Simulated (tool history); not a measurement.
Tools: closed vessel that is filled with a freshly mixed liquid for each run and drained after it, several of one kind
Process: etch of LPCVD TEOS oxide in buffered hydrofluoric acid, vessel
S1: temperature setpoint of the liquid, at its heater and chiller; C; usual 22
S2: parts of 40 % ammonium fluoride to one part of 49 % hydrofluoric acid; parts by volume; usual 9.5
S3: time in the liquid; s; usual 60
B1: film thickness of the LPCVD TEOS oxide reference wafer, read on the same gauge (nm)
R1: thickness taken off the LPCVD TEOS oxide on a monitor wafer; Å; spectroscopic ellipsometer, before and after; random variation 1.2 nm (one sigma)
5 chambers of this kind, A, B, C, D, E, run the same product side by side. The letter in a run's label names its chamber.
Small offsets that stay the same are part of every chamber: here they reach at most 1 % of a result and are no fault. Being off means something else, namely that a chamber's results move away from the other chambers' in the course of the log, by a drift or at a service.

run,day,S1,S2,S3,B1,R1
1B,0.171,22,9.5,60,90.011,1323.4
2A,0.296,22,9.5,60,90.006,1307.2
3D,0.462,22,9.5,60,89.995,1324.8
4C,0.617,22,9.5,60,89.985,1328.6
5E,0.783,26,9.5,30,90.008,825.64
# day 0.846: chamber A: hydrofluoric acid flow meter replaced
6A,0.996,26,9.5,30,89.998,832.69
7C,1.196,26,9.5,30,89.972,843.5
8D,1.304,26,9.5,30,90.016,828.85
9B,1.533,26,9.5,30,89.993,817.77
10E,1.75,17,9.5,60,89.997,1009.6
11C,1.954,17,9.5,60,89.971,1043.3
12A,2.054,17,9.5,60,90.033,1017.6
13B,2.271,17,9.5,60,89.947,990.04
14E,2.388,17,9.5,60,90.001,1005.9
15D,2.5,22,9.5,60,90.016,1327.2
16D,2.633,22,9.5,60,89.998,1335
17B,2.762,20.5,9.5,90,90.003,1866.1
18E,2.875,20.5,9.5,90,89.974,1856.8
19A,3.062,20.5,9.5,90,90.004,1852.5
20C,3.279,20.5,9.5,90,90.012,1979.2
21A,3.5,20.5,9.5,90,90.003,1853.7
22E,3.712,22,9.5,60,90.007,1333.6
23C,3.838,25.5,11,60,90.02,1517.1
24B,3.975,25.5,11,60,90.003,1405
25D,4.2,25.5,11,60,89.98,1435.1
26A,4.371,25.5,11,60,90.024,1412.7
27D,4.488,25.5,11,60,90.008,1418.3
28B,4.712,22,9.5,60,89.974,1331.7
29E,4.871,22,9.5,60,89.981,1336.2
30C,5.1,22,9.5,60,90.009,1440.5
31A,5.258,17.5,9.5,30,90.007,525.53
32B,5.479,17.5,9.5,30,89.978,517.1

Next, all 5 chambers run the settings below, one line each with question marks for the results. What does each chamber give?
33A,5.642,22,9.5,30,,?
33B,5.642,22,9.5,30,,?
33C,5.642,22,9.5,30,,?
33D,5.642,22,9.5,30,,?
33E,5.642,22,9.5,30,,?

run,R1
33A,664.56
33B,659.47
33C,741.27
33D,667.58
33E,676.74
